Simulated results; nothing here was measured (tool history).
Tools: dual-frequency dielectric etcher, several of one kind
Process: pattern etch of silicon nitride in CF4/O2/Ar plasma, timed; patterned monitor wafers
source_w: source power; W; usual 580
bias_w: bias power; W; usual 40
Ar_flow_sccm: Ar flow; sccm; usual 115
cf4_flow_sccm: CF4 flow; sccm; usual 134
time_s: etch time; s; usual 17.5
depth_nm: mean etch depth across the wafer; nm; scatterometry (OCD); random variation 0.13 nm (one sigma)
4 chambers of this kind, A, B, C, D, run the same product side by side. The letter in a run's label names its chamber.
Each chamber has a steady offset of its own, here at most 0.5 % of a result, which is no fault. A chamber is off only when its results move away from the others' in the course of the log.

| run | day | source_w | bias_w | Ar_flow_sccm | cf4_flow_sccm | time_s | read-back reference wafer on the same gauge, depth_nm | depth_nm |
|---|---|---|---|---|---|---|---|---|
|  | 0.129 | chamber B: Ar flow controller replaced |
| 1D | 0.242 | 580 | 40 | 115 | 134 | 17.5 | 41.713 | 35.65 |
| 2B | 0.454 | 580 | 40 | 115 | 134 | 17.5 | 41.677 | 35.457 |
| 3C | 0.621 | 580 | 40 | 115 | 134 | 17.5 | 41.674 | 35.77 |
| 4A | 0.742 | 580 | 40 | 115 | 134 | 17.5 | 41.705 | 35.539 |
| 5C | 0.904 | 580 | 40 | 115 | 134 | 17.5 | 41.681 | 35.723 |
| 6B | 1.079 | 580 | 40 | 115 | 134 | 17.5 | 41.684 | 35.776 |
| 7D | 1.271 | 580 | 40 | 115 | 134 | 17.5 | 41.737 | 35.85 |
| 8A | 1.429 | 580 | 40 | 115 | 134 | 17.5 | 41.668 | 35.653 |
| 9A | 1.662 | 580 | 40 | 115 | 134 | 17.5 | 41.724 | 35.486 |
| 10B | 1.921 | 580 | 31 | 115 | 106 | 17.5 | 41.733 | 31.503 |
|  | 1.988 | chamber D: wet clean of the chamber |
| 11C | 2.088 | 580 | 31 | 115 | 106 | 17.5 | 41.706 | 31.734 |
| 12D | 2.2 | 580 | 31 | 115 | 106 | 17.5 | 41.719 | 32.431 |
| 13D | 2.367 | 580 | 31 | 115 | 106 | 17.5 | 41.663 | 32.371 |
| 14C | 2.533 | 580 | 40 | 115 | 134 | 17.5 | 41.692 | 35.477 |
| 15B | 2.658 | 580 | 40 | 115 | 134 | 17.5 | 41.707 | 35.52 |
| 16A | 2.838 | 580 | 40 | 115 | 134 | 17.5 | 41.698 | 35.587 |
| 17B | 3.046 | 580 | 40 | 115 | 121 | 17.5 | 41.671 | 35.257 |
| 18C | 3.2 | 580 | 40 | 115 | 121 | 17.5 | 41.753 | 35.065 |
| 19A | 3.433 | 580 | 40 | 115 | 121 | 17.5 | 41.702 | 35.33 |
| 20D | 3.642 | 580 | 40 | 115 | 121 | 17.5 | 41.698 | 36.256 |
| 21B | 3.804 | 580 | 40 | 115 | 134 | 17.5 | 41.722 | 35.626 |
| 22C | 3.942 | 580 | 47 | 115 | 120 | 17.5 | 41.689 | 36.996 |
| 23A | 4.075 | 580 | 47 | 115 | 120 | 17.5 | 41.731 | 36.975 |
| 24D | 4.246 | 580 | 47 | 115 | 120 | 17.5 | 41.71 | 38.298 |
| 25D | 4.429 | 580 | 47 | 115 | 120 | 17.5 | 41.679 | 38.075 |
| 26A | 4.688 | 580 | 40 | 115 | 134 | 17.5 | 41.692 | 35.54 |
| 27B | 4.8 | 580 | 40 | 115 | 134 | 17.5 | 41.72 | 35.715 |

Next, every chamber runs the same settings. What will each give?
| 28A | 4.983 | 580 | 40 | 115 | 153 | 17.5 |  | ? |
| 28B | 4.983 | 580 | 40 | 115 | 153 | 17.5 |  | ? |
| 28C | 4.983 | 580 | 40 | 115 | 153 | 17.5 |  | ? |
| 28D | 4.983 | 580 | 40 | 115 | 153 | 17.5 |  | ? |

| run | depth_nm |
|---|---|
| 28A | 36.364 |
| 28B | 36.375 |
| 28C | 36.16 |
| 28D | 36.934 |
